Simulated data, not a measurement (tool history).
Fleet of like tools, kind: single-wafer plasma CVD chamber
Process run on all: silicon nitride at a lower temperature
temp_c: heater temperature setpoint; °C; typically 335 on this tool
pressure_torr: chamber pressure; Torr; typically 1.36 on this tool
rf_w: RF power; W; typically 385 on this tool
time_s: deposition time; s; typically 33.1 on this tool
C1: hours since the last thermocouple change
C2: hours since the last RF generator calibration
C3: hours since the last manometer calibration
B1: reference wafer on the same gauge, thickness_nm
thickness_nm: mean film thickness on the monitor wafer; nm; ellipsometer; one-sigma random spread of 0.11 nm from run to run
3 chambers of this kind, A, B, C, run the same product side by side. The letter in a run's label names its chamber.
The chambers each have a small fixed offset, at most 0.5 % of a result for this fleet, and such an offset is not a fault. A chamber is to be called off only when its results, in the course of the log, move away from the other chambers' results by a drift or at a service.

run 1C hour=3.4 | temp_c=335 pressure_torr=1.36 rf_w=385 time_s=33.1 | C1=2086.1 C2=557.5 C3=2062.6 | B1=44.009 | thickness_nm=43.931
run 2B hour=8.1 | temp_c=335 pressure_torr=1.36 rf_w=385 time_s=33.1 | C1=1953.4 C2=275.9 C3=71.5 | B1=43.977 | thickness_nm=43.971
run 3A hour=11 | temp_c=335 pressure_torr=1.36 rf_w=385 time_s=33.1 | C1=359.3 C2=899.6 C3=1642.1 | B1=43.983 | thickness_nm=43.588
run 4C hour=14.6 | temp_c=335 pressure_torr=1.36 rf_w=385 time_s=33.1 | C1=2097.3 C2=568.7 C3=2073.8 | B1=44.015 | thickness_nm=43.815
run 5B hour=18.2 | temp_c=335 pressure_torr=1.36 rf_w=385 time_s=33.1 | C1=1963.5 C2=286 C3=81.6 | B1=43.986 | thickness_nm=43.892
run 6A hour=22.9 | temp_c=335 pressure_torr=1.36 rf_w=385 time_s=33.1 | C1=371.2 C2=911.5 C3=1654 | B1=43.996 | thickness_nm=43.645
run 7B hour=26.5 | temp_c=335 pressure_torr=1.55 rf_w=385 time_s=35.1 | C1=1971.8 C2=294.3 C3=89.9 | B1=43.954 | thickness_nm=47.905
run 8A hour=29.6 | temp_c=335 pressure_torr=1.55 rf_w=385 time_s=35.1 | C1=377.9 C2=918.2 C3=1660.7 | B1=43.985 | thickness_nm=47.876
run 9C hour=33.6 | temp_c=335 pressure_torr=1.55 rf_w=385 time_s=35.1 | C1=2116.3 C2=587.7 C3=2092.8 | B1=44.004 | thickness_nm=48.212
run 10B hour=37.4 | temp_c=335 pressure_torr=1.36 rf_w=385 time_s=33.1 | C1=1982.7 C2=305.2 C3=100.8 | B1=43.965 | thickness_nm=43.722
run 11A hour=39.5 | temp_c=335 pressure_torr=1.36 rf_w=385 time_s=33.1 | C1=387.8 C2=928.1 C3=1670.6 | B1=44.023 | thickness_nm=43.571
run 12C hour=42.9 | temp_c=335 pressure_torr=1.36 rf_w=385 time_s=33.1 | C1=2125.6 C2=597 C3=2102.1 | B1=44.004 | thickness_nm=43.98
run 13B hour=47 | temp_c=335 pressure_torr=1.36 rf_w=385 time_s=33.1 | C1=1992.3 C2=314.8 C3=110.4 | B1=44.026 | thickness_nm=43.621
run 14C hour=50.5 | temp_c=335 pressure_torr=1.36 rf_w=385 time_s=33.1 | C1=2133.2 C2=604.6 C3=2109.7 | B1=43.996 | thickness_nm=43.954
run 15A hour=53.6 | temp_c=335 pressure_torr=1.36 rf_w=385 time_s=33.1 | C1=401.9 C2=942.2 C3=1684.7 | B1=44.001 | thickness_nm=43.69
run 16C hour=58.2 | temp_c=335 pressure_torr=1.36 rf_w=385 time_s=33.1 | C1=2140.9 C2=612.3 C3=2117.4 | B1=44.002 | thickness_nm=43.715
run 17B hour=62.2 | temp_c=327 pressure_torr=1.36 rf_w=385 time_s=33.1 | C1=2007.5 C2=330 C3=125.6 | B1=43.993 | thickness_nm=43.373
run 18A hour=65.2 | temp_c=327 pressure_torr=1.36 rf_w=385 time_s=33.1 | C1=413.5 C2=953.8 C3=1696.3 | B1=44.001 | thickness_nm=43.777
run 19A hour=69.2 | temp_c=327 pressure_torr=1.36 rf_w=385 time_s=33.1 | C1=417.5 C2=957.8 C3=1700.3 | B1=44.017 | thickness_nm=43.712
run 20B hour=72.7 | temp_c=335 pressure_torr=1.36 rf_w=385 time_s=33.1 | C1=2018 C2=340.5 C3=136.1 | B1=44.023 | thickness_nm=43.406
run 21C hour=75.3 | temp_c=335 pressure_torr=1.53 rf_w=355 time_s=33.1 | C1=2158 C2=629.4 C3=2134.5 | B1=44.036 | thickness_nm=43.238
run 22C hour=77.9 | temp_c=335 pressure_torr=1.53 rf_w=355 time_s=33.1 | C1=2160.6 C2=632 C3=2137.1 | B1=43.985 | thickness_nm=43.036
run 23B hour=80.5 | temp_c=335 pressure_torr=1.53 rf_w=355 time_s=33.1 | C1=2025.8 C2=348.3 C3=143.9 | B1=43.979 | thickness_nm=42.492
run 24A hour=82.9 | temp_c=335 pressure_torr=1.36 rf_w=385 time_s=33.1 | C1=431.2 C2=971.5 C3=1714 | B1=44.001 | thickness_nm=43.601
run 25C hour=87.7 | temp_c=335 pressure_torr=1.36 rf_w=385 time_s=33.1 | C1=2170.4 C2=641.8 C3=2146.9 | B1=44.036 | thickness_nm=43.837
run 26B hour=90.4 | temp_c=335 pressure_torr=1.36 rf_w=385 time_s=33.1 | C1=2035.7 C2=358.2 C3=153.8 | B1=44.016 | thickness_nm=42.964
run 27A hour=93.8 | temp_c=335 pressure_torr=1.36 rf_w=385 time_s=33.1 | C1=442.1 C2=982.4 C3=1724.9 | B1=44.007 | thickness_nm=43.786
run 28A hour=98 | temp_c=335 pressure_torr=1.36 rf_w=385 time_s=33.1 | C1=446.3 C2=986.6 C3=1729.1 | B1=43.975 | thickness_nm=43.526
run 29C hour=100.2 | temp_c=335 pressure_torr=1.36 rf_w=450 time_s=39.1 | C1=2182.9 C2=654.3 C3=2159.4 | B1=44.008 | thickness_nm=56.94
run 30B hour=105.1 | temp_c=335 pressure_torr=1.36 rf_w=450 time_s=39.1 | C1=2050.4 C2=372.9 C3=168.5 | B1=44.014 | thickness_nm=55.536
run 31B hour=107.5 | temp_c=335 pressure_torr=1.36 rf_w=450 time_s=39.1 | C1=2052.8 C2=375.3 C3=170.9 | B1=44.002 | thickness_nm=55.883
run 32C hour=109.9 | temp_c=335 pressure_torr=1.36 rf_w=385 time_s=33.1 | C1=2192.6 C2=664 C3=2169.1 | B1=44.044 | thickness_nm=43.894
run 33A hour=114.6 | temp_c=335 pressure_torr=1.36 rf_w=385 time_s=27.2 | C1=462.9 C2=1003.2 C3=1745.7 | B1=44.011 | thickness_nm=35.895
run 34B hour=118.8 | temp_c=335 pressure_torr=1.36 rf_w=385 time_s=27.2 | C1=2064.1 C2=386.6 C3=182.2 | B1=43.981 | thickness_nm=34.916
run 35C hour=121.7 | temp_c=335 pressure_torr=1.36 rf_w=385 time_s=27.2 | C1=2204.4 C2=675.8 C3=2180.9 | B1=43.991 | thickness_nm=36.054
run 36A hour=124.2 | temp_c=335 pressure_torr=1.36 rf_w=385 time_s=33.1 | C1=472.5 C2=1012.8 C3=1755.3 | B1=43.988 | thickness_nm=43.515
run 37A hour=126.9 | temp_c=335 pressure_torr=1.36 rf_w=385 time_s=33.1 | C1=475.2 C2=1015.5 C3=1758 | B1=43.983 | thickness_nm=43.673

Which is it: a chamber that has drifted or been left off by a service, a gauge drift common to all chambers, or only each chamber's usual small offset? If a chamber is off, name it and its likeliest cause.

Little by little, chamber B moves away from the other chambers.
Most likely cause: delivered RF power below the setpoint (%) = 5.08.

Chamber B could run next with any of the 4 candidate recipes listed below; each alters the usual settings, and their results appear as question marks. Which one brings its results back in line with what the other chambers deliver on the usual settings?
Maximum distance from the other chambers' mean on the usual settings for a result to count as in line: thickness_nm 0.4 nm
run 38B-1 hour=130.4 | temp_c=335 pressure_torr=1.39 rf_w=395 time_s=34.5 | thickness_nm=?
run 38B-2 hour=130.4 | temp_c=335 pressure_torr=1.4 rf_w=400 time_s=33.1 | thickness_nm=?
run 38B-3 hour=130.4 | temp_c=335 pressure_torr=1.32 rf_w=385 time_s=31.2 | thickness_nm=?
run 38B-4 hour=130.4 | temp_c=335 pressure_torr=1.35 rf_w=380 time_s=32.4 | thickness_nm=?

Usual-settings mean across the other chambers: thickness_nm 43.741 nm
run=38B-1 thickness_nm=45.214
run=38B-2 thickness_nm=43.821
run=38B-3 thickness_nm=39.641
run=38B-4 thickness_nm=41.088
38B-2 is the one that brings the chamber's results back in line with the other chambers.
